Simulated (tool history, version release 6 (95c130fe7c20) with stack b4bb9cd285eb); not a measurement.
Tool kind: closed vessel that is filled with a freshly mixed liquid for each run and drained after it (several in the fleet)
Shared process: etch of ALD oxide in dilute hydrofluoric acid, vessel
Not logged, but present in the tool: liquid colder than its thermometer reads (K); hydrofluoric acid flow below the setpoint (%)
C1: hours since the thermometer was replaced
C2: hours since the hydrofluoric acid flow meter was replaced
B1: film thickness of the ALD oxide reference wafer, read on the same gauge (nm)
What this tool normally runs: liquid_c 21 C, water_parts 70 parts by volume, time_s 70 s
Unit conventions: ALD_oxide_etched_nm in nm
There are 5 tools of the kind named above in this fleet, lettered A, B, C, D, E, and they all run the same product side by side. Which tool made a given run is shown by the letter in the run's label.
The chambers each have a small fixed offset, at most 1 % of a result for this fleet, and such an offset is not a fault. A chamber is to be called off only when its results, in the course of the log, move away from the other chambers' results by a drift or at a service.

{"run": "1B", "hour": 12.5, "liquid_c": 21, "water_parts": 70, "time_s": 70, "C1": 14.3, "C2": 83, "B1": 69.969, "ALD_oxide_etched_nm": 12.344}
{"run": "2E", "hour": 28.3, "liquid_c": 21, "water_parts": 70, "time_s": 70, "C1": 33.6, "C2": 1354.1, "B1": 70.024, "ALD_oxide_etched_nm": 12.335}
{"run": "3D", "hour": 40.6, "liquid_c": 21, "water_parts": 70, "time_s": 70, "C1": 117.8, "C2": 371.1, "B1": 69.979, "ALD_oxide_etched_nm": 12.188}
{"run": "4C", "hour": 49.9, "liquid_c": 21, "water_parts": 70, "time_s": 70, "C1": 847.7, "C2": 1150, "B1": 69.976, "ALD_oxide_etched_nm": 12.51}
{"run": "5A", "hour": 57.3, "liquid_c": 18.5, "water_parts": 70, "time_s": 90, "C1": 129.3, "C2": 1323.3, "B1": 69.992, "ALD_oxide_etched_nm": 14.188}
{"run": "6E", "hour": 70.2, "liquid_c": 18.5, "water_parts": 70, "time_s": 90, "C1": 75.5, "C2": 1396, "B1": 70.012, "ALD_oxide_etched_nm": 14.46}
{"run": "7C", "hour": 79.7, "liquid_c": 18.5, "water_parts": 70, "time_s": 90, "C1": 877.5, "C2": 1179.8, "B1": 70.007, "ALD_oxide_etched_nm": 14.402}
{"run": "8B", "hour": 89.2, "liquid_c": 18.5, "water_parts": 70, "time_s": 90, "C1": 91, "C2": 159.7, "B1": 69.972, "ALD_oxide_etched_nm": 14.244}
{"run": "9A", "hour": 102.3, "liquid_c": 18.5, "water_parts": 70, "time_s": 90, "C1": 174.3, "C2": 1368.3, "B1": 69.998, "ALD_oxide_etched_nm": 14.041}
{"hour": 110.7, "done": "chamber A: hydrofluoric acid flow meter replaced"}
{"run": "10D", "hour": 112.6, "liquid_c": 21, "water_parts": 70, "time_s": 70, "C1": 189.8, "C2": 443.1, "B1": 70.007, "ALD_oxide_etched_nm": 12.466}
{"run": "11D", "hour": 123.6, "liquid_c": 21, "water_parts": 70, "time_s": 70, "C1": 200.8, "C2": 454.1, "B1": 70.023, "ALD_oxide_etched_nm": 12.408}
{"run": "12B", "hour": 138.4, "liquid_c": 21, "water_parts": 70, "time_s": 55, "C1": 140.2, "C2": 208.9, "B1": 69.981, "ALD_oxide_etched_nm": 9.7605}
{"run": "13E", "hour": 150.4, "liquid_c": 21, "water_parts": 70, "time_s": 55, "C1": 155.7, "C2": 1476.2, "B1": 70.021, "ALD_oxide_etched_nm": 9.77}
{"run": "14C", "hour": 158.1, "liquid_c": 21, "water_parts": 70, "time_s": 55, "C1": 955.9, "C2": 1258.2, "B1": 69.997, "ALD_oxide_etched_nm": 9.6712}
{"run": "15A", "hour": 172.5, "liquid_c": 21, "water_parts": 70, "time_s": 55, "C1": 244.5, "C2": 61.8, "B1": 70.029, "ALD_oxide_etched_nm": 9.6142}
{"run": "16C", "hour": 187.3, "liquid_c": 21, "water_parts": 70, "time_s": 55, "C1": 985.1, "C2": 1287.4, "B1": 69.957, "ALD_oxide_etched_nm": 9.7709}
{"run": "17D", "hour": 200.5, "liquid_c": 25, "water_parts": 50, "time_s": 70, "C1": 277.7, "C2": 531, "B1": 69.997, "ALD_oxide_etched_nm": 20.822}
{"run": "18E", "hour": 210.4, "liquid_c": 25, "water_parts": 50, "time_s": 70, "C1": 215.7, "C2": 1536.2, "B1": 69.997, "ALD_oxide_etched_nm": 20.606}
{"run": "19A", "hour": 220.1, "liquid_c": 25, "water_parts": 50, "time_s": 70, "C1": 292.1, "C2": 109.4, "B1": 70.018, "ALD_oxide_etched_nm": 20.622}
{"run": "20B", "hour": 233.7, "liquid_c": 25, "water_parts": 50, "time_s": 70, "C1": 235.5, "C2": 304.2, "B1": 70.039, "ALD_oxide_etched_nm": 20.887}
{"run": "21E", "hour": 248.6, "liquid_c": 25, "water_parts": 50, "time_s": 70, "C1": 253.9, "C2": 1574.4, "B1": 70.011, "ALD_oxide_etched_nm": 20.673}
{"run": "22D", "hour": 258.2, "liquid_c": 21, "water_parts": 70, "time_s": 70, "C1": 335.4, "C2": 588.7, "B1": 70.003, "ALD_oxide_etched_nm": 12.425}
{"run": "23A", "hour": 265.9, "liquid_c": 21, "water_parts": 105, "time_s": 70, "C1": 337.9, "C2": 155.2, "B1": 69.97, "ALD_oxide_etched_nm": 7.8211}
{"run": "24B", "hour": 277.9, "liquid_c": 21, "water_parts": 105, "time_s": 70, "C1": 279.7, "C2": 348.4, "B1": 69.978, "ALD_oxide_etched_nm": 7.919}
{"run": "25C", "hour": 289.0, "liquid_c": 21, "water_parts": 105, "time_s": 70, "C1": 1086.8, "C2": 1389.1, "B1": 70.02, "ALD_oxide_etched_nm": 8.0012}
{"run": "26B", "hour": 297.0, "liquid_c": 21, "water_parts": 105, "time_s": 70, "C1": 298.8, "C2": 367.5, "B1": 70.035, "ALD_oxide_etched_nm": 7.8341}
{"run": "27D", "hour": 312.2, "liquid_c": 21, "water_parts": 105, "time_s": 70, "C1": 389.4, "C2": 642.7, "B1": 70.026, "ALD_oxide_etched_nm": 7.9532}
{"run": "28E", "hour": 324.8, "liquid_c": 21, "water_parts": 55, "time_s": 35, "C1": 330.1, "C2": 1650.6, "B1": 70.036, "ALD_oxide_etched_nm": 7.7964}
{"hour": 330.0, "done": "chamber C: thermometer replaced"}
{"run": "29C", "hour": 338.9, "liquid_c": 21, "water_parts": 55, "time_s": 35, "C1": 8.9, "C2": 1439, "B1": 69.976, "ALD_oxide_etched_nm": 8.0203}
{"run": "30A", "hour": 350.9, "liquid_c": 21, "water_parts": 55, "time_s": 35, "C1": 422.9, "C2": 240.2, "B1": 69.982, "ALD_oxide_etched_nm": 7.9039}
{"run": "31A", "hour": 358.5, "liquid_c": 21, "water_parts": 55, "time_s": 35, "C1": 430.5, "C2": 247.8, "B1": 70.056, "ALD_oxide_etched_nm": 7.9131}
{"run": "32D", "hour": 373.2, "liquid_c": 21, "water_parts": 55, "time_s": 35, "C1": 450.4, "C2": 703.7, "B1": 70.012, "ALD_oxide_etched_nm": 7.9609}

Is one chamber out of step, is the gauge drifting, or do the chambers differ by no more than their own small offsets? For an off chamber, give its letter and the likeliest cause.

Little by little, chamber E moves away from the other chambers.
Most likely cause: hydrofluoric acid flow below the setpoint (%) = 2.64.
Not necessarily distinguishable in this log from: liquid colder than its thermometer reads (K).

Here are 4 candidates for chamber E's next run, each the usual settings with a change, their results left as question marks. Which one brings its results back in line with what the others give on the usual settings?
Counts as in line when no further than this from what the other chambers average on the usual settings: ALD_oxide_etched_nm 0.23 nm
{"run": "33E-1", "hour": 385.2, "liquid_c": 22.5, "water_parts": 70, "time_s": 70, "ALD_oxide_etched_nm": "?"}
{"run": "33E-2", "hour": 385.2, "liquid_c": 19.5, "water_parts": 70, "time_s": 70, "ALD_oxide_etched_nm": "?"}
{"run": "33E-3", "hour": 385.2, "liquid_c": 21.5, "water_parts": 70, "time_s": 70, "ALD_oxide_etched_nm": "?"}
{"run": "33E-4", "hour": 385.2, "liquid_c": 20.5, "water_parts": 70, "time_s": 70, "ALD_oxide_etched_nm": "?"}

Usual-settings mean across the other chambers: ALD_oxide_etched_nm 12.348 nm
run=33E-1 ALD_oxide_etched_nm=12.795
run=33E-2 ALD_oxide_etched_nm=11.296
run=33E-3 ALD_oxide_etched_nm=12.279
run=33E-4 ALD_oxide_etched_nm=11.779
Change 33E-3 lands the chamber within the allowed miss of the other chambers.

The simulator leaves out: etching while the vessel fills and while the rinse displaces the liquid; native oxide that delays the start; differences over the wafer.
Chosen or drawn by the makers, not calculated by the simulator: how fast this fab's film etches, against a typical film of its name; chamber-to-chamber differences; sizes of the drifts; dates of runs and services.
